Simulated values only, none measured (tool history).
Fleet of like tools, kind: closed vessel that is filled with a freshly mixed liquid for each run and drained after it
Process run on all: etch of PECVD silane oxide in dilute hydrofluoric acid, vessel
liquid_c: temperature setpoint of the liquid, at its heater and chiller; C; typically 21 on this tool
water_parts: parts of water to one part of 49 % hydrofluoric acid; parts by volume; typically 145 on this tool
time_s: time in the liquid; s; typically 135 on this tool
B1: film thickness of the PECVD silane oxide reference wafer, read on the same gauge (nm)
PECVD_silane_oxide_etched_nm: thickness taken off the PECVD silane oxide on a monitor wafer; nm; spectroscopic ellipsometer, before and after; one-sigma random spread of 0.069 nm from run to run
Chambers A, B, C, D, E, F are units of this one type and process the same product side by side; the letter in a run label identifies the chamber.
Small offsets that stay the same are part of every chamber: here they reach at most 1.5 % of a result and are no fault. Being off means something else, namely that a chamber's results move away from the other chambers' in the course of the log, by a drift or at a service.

Run 1E, hour 12.2: usual settings; B1 149.97. Result: PECVD_silane_oxide_etched_nm 11.8130 nm.
Run 2D, hour 22.2: usual settings; B1 150.03. Result: PECVD_silane_oxide_etched_nm 11.6890 nm.
Run 3B, hour 27.9: usual settings; B1 149.96. Result: PECVD_silane_oxide_etched_nm 11.6810 nm.
Run 4F, hour 39.1: usual settings; B1 149.99. Result: PECVD_silane_oxide_etched_nm 11.7720 nm.
Run 5C, hour 44.7: usual settings; B1 150.01. Result: PECVD_silane_oxide_etched_nm 11.8020 nm.
Run 6A, hour 50.3: usual settings; B1 149.98. Result: PECVD_silane_oxide_etched_nm 11.7590 nm.
Run 7C, hour 60.3: usual settings; B1 150.01. Result: PECVD_silane_oxide_etched_nm 11.8360 nm.
Run 8E, hour 67.0: usual settings; B1 149.99. Result: PECVD_silane_oxide_etched_nm 11.9410 nm.
Run 9A, hour 73.9: usual settings; B1 150.01. Result: PECVD_silane_oxide_etched_nm 11.7560 nm.
Run 10B, hour 79.6: usual settings; B1 149.99. Result: PECVD_silane_oxide_etched_nm 11.6540 nm.
Run 11F, hour 85.9: usual settings; B1 149.96. Result: PECVD_silane_oxide_etched_nm 11.9510 nm.
Run 12D, hour 98.4: usual settings; B1 149.99. Result: PECVD_silane_oxide_etched_nm 11.7100 nm.
Run 13C, hour 109.3: usual settings; B1 149.98. Result: PECVD_silane_oxide_etched_nm 11.9380 nm.
Run 14B, hour 119.3: usual settings; B1 149.96. Result: PECVD_silane_oxide_etched_nm 11.7200 nm.
Run 15F, hour 128.0: usual settings; B1 150.01. Result: PECVD_silane_oxide_etched_nm 11.8780 nm.
At hour 129.7: chamber C: thermometer replaced.
Run 16D, hour 137.2: usual settings but water_parts 190 parts by volume, time_s 185 s; B1 150.01. Result: PECVD_silane_oxide_etched_nm 11.9370 nm.
Run 17A, hour 145.4: usual settings but water_parts 190 parts by volume, time_s 185 s; B1 150.02. Result: PECVD_silane_oxide_etched_nm 11.7040 nm.
Run 18E, hour 157.5: usual settings but water_parts 190 parts by volume, time_s 185 s; B1 149.99. Result: PECVD_silane_oxide_etched_nm 11.8180 nm.
Run 19F, hour 169.0: usual settings but water_parts 190 parts by volume, time_s 185 s; B1 150.00. Result: PECVD_silane_oxide_etched_nm 11.9060 nm.
Run 20D, hour 180.8: usual settings but water_parts 190 parts by volume, time_s 185 s; B1 150.00. Result: PECVD_silane_oxide_etched_nm 11.8280 nm.
Run 21E, hour 192.3: usual settings but water_parts 190 parts by volume, time_s 185 s; B1 150.00. Result: PECVD_silane_oxide_etched_nm 11.8200 nm.
Run 22C, hour 201.4: usual settings; B1 150.00. Result: PECVD_silane_oxide_etched_nm 11.7510 nm.
Run 23A, hour 209.0: usual settings; B1 149.97. Result: PECVD_silane_oxide_etched_nm 11.6710 nm.
Run 24B, hour 215.7: usual settings but water_parts 105 parts by volume; B1 150.05. Result: PECVD_silane_oxide_etched_nm 17.1070 nm.
Run 25B, hour 224.1: usual settings but water_parts 105 parts by volume; B1 150.04. Result: PECVD_silane_oxide_etched_nm 16.8450 nm.
Run 26C, hour 233.6: usual settings but water_parts 105 parts by volume; B1 149.98. Result: PECVD_silane_oxide_etched_nm 16.9980 nm.
Run 27E, hour 244.7: usual settings but water_parts 105 parts by volume; B1 149.95. Result: PECVD_silane_oxide_etched_nm 17.3030 nm.
Run 28A, hour 257.0: usual settings but water_parts 105 parts by volume; B1 150.00. Result: PECVD_silane_oxide_etched_nm 17.0710 nm.
Run 29D, hour 262.6: usual settings but water_parts 105 parts by volume; B1 150.04. Result: PECVD_silane_oxide_etched_nm 16.9430 nm.
Run 30F, hour 268.3: usual settings; B1 149.99. Result: PECVD_silane_oxide_etched_nm 11.9220 nm.
Run 31B, hour 275.3: usual settings; B1 149.98. Result: PECVD_silane_oxide_etched_nm 11.6840 nm.
Run 32A, hour 287.9: usual settings; B1 149.98. Result: PECVD_silane_oxide_etched_nm 11.7800 nm.
Run 33C, hour 297.8: usual settings; B1 149.99. Result: PECVD_silane_oxide_etched_nm 11.7840 nm.
Run 34D, hour 307.5: usual settings; B1 150.04. Result: PECVD_silane_oxide_etched_nm 11.8310 nm.
Run 35F, hour 316.2: usual settings; B1 149.99. Result: PECVD_silane_oxide_etched_nm 11.8470 nm.
Run 36E, hour 328.7: usual settings; B1 150.04. Result: PECVD_silane_oxide_etched_nm 11.8460 nm.
Run 37C, hour 335.1: usual settings; B1 150.01. Result: PECVD_silane_oxide_etched_nm 11.6330 nm.
Run 38D, hour 342.9: usual settings; B1 150.02. Result: PECVD_silane_oxide_etched_nm 11.7490 nm.
Run 39B, hour 353.4: usual settings; B1 150.00. Result: PECVD_silane_oxide_etched_nm 11.6420 nm.
Run 40A, hour 363.3: usual settings but water_parts 205 parts by volume; B1 149.99. Result: PECVD_silane_oxide_etched_nm 7.8681 nm.

All chambers now run identical settings, listed one chamber a line with results as question marks. What results will each chamber show?
Run 41A, hour 372.3: usual settings. Result: PECVD_silane_oxide_etched_nm ?.
Run 41B, hour 372.3: usual settings. Result: PECVD_silane_oxide_etched_nm ?.
Run 41C, hour 372.3: usual settings. Result: PECVD_silane_oxide_etched_nm ?.
Run 41D, hour 372.3: usual settings. Result: PECVD_silane_oxide_etched_nm ?.
Run 41E, hour 372.3: usual settings. Result: PECVD_silane_oxide_etched_nm ?.
Run 41F, hour 372.3: usual settings. Result: PECVD_silane_oxide_etched_nm ?.

run  PECVD_silane_oxide_etched_nm
41A                       11.7460
41B                       11.6240
41C                       11.7310
41D                       11.8140
41E                       11.8090
41F                       11.7390
